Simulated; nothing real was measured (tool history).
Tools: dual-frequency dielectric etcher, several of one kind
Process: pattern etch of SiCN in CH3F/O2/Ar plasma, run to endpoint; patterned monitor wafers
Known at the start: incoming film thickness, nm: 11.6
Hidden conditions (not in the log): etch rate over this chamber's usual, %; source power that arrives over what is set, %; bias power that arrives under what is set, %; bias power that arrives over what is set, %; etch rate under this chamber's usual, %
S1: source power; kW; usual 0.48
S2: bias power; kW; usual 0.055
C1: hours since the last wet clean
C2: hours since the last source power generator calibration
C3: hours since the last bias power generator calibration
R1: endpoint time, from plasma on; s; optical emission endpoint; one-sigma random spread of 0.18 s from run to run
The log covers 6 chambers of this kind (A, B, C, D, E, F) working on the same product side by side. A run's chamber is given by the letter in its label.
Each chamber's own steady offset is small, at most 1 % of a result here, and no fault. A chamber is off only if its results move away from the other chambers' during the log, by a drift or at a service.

run   hour    S1     S2     C1      C2      C3      R1
       0.9  -- chamber A: source power generator calibrated
 1C    5.5  0.48  0.055    322   245.2   689.9  31.721
 2D    8.3  0.48  0.055  272.7  2121.9  2743.5   31.46
 3B   13.7  0.48  0.055  358.8  2354.9  2074.1  31.669
 4E   17.5  0.48  0.055  329.3    3515  2546.6  31.855
 5A   20.6  0.48  0.055  528.5    19.7   767.2  32.095
 6F   24.9  0.48  0.055    107   590.2  2077.4  31.432
 7E     29  0.43   0.06  340.8  3526.5  2558.1  32.164
      33.6  -- chamber A: wet clean of the chamber
 8F   34.7  0.43   0.06  116.8     600  2087.2  32.087
 9B   39.4  0.43   0.06  384.5  2380.6  2099.8  31.701
10D   43.5  0.43   0.06  307.9  2157.1  2778.7  31.883
11A   46.7  0.43   0.06   13.2    45.8   793.3  31.864
12C   49.5  0.43   0.06    366   289.2   733.9  32.329
13B   55.1  0.48  0.055  400.2  2396.3  2115.5   31.51
14A     59  0.48  0.055   25.5    58.1   805.6  31.434
15F   63.6  0.48  0.055  145.7   628.9  2116.1  31.848
16D   67.7  0.48  0.055  332.1  2181.3  2802.9  31.812
17C   72.6  0.48  0.055  389.1   312.3     757  32.026
18E   77.2  0.48  0.055    389  3574.7  2606.3  31.572
19E   80.6  0.48  0.067  392.4  3578.1  2609.7  29.355
20A   83.9  0.48  0.067   50.4      83   830.5  30.008
21F   89.4  0.48  0.067  171.5   654.7  2141.9  29.833
      89.6  -- chamber C: wet clean of the chamber
22B   93.2  0.48  0.067  438.3  2434.4  2153.6  29.368
      94.3  -- chamber E: wet clean of the chamber
23D   95.8  0.48  0.067  360.2  2209.4    2831  29.349
24C   98.9  0.48  0.067    9.3   338.6   783.3  29.703
25F  101.7  0.48  0.055  183.8     667  2154.2   32.26
26D  105.6  0.52  0.051    370  2219.2  2840.8  31.343
27A  110.2  0.52  0.051   76.7   109.3   856.8  31.481
28C  112.8  0.52  0.051   23.2   352.5   797.2  31.469
29E  116.8  0.52  0.051   22.5  3614.3  2645.9  31.579
30B  120.1  0.52  0.051  465.2  2461.3  2180.5  31.322
31D  125.5  0.52  0.051  389.9  2239.1  2860.7  31.304
32E  130.5  0.48  0.055   36.2    3628  2659.6  31.606
33F  135.2  0.48  0.055  217.3   700.5  2187.7   32.15
34A    140  0.48  0.055  106.5   139.1   886.6  31.852
35C    145  0.48  0.055   55.4   384.7   829.4  31.488
36B  147.8  0.48  0.055  492.9    2489  2208.2   31.26
37B    151  0.48  0.055  496.1  2492.2  2211.4  31.191
38F  156.2  0.48  0.055  238.3   721.5  2208.7  32.297
39D  161.9  0.48  0.055  426.3  2275.5  2897.1  31.627
40C  166.2  0.48  0.055   76.6   405.9   850.6  31.959
41E  170.1  0.48  0.055   75.8  3667.6  2699.2  31.187
42A  174.5  0.48  0.055    141   173.6   921.1  31.919
43D  177.5  0.48  0.055  441.9  2291.1  2912.7  31.826

Decide between three cases: one chamber stands off from its peers, the gauge reading all wafers drifts, or nothing is wrong past each chamber's small offset. Where a chamber is off, say which and what most likely put it there.

Little by little, chamber F moves away from the other chambers.
Likeliest cause: etch rate under this chamber's usual, % = 3.07.

Below are 4 candidate recipes for chamber F's next run, each the usual settings with a change, their results shown as question marks. Which of them brings F's results back in line with what the other chambers give on the usual settings?
Counts as in line when no further than this from what the other chambers average on the usual settings: R1 0.63 s
44F-1  181.7  0.56  0.055               ?
44F-2  181.7  0.48  0.051               ?
44F-3  181.7   0.5  0.057               ?
44F-4  181.7   0.4  0.055               ?

The other chambers' mean on the usual settings: R1 31.64 s
  run      R1
44F-1  30.556
44F-2  33.239
44F-3  31.549
44F-4  34.782
44F-3 is the one that brings the chamber's results back in line with the other chambers.
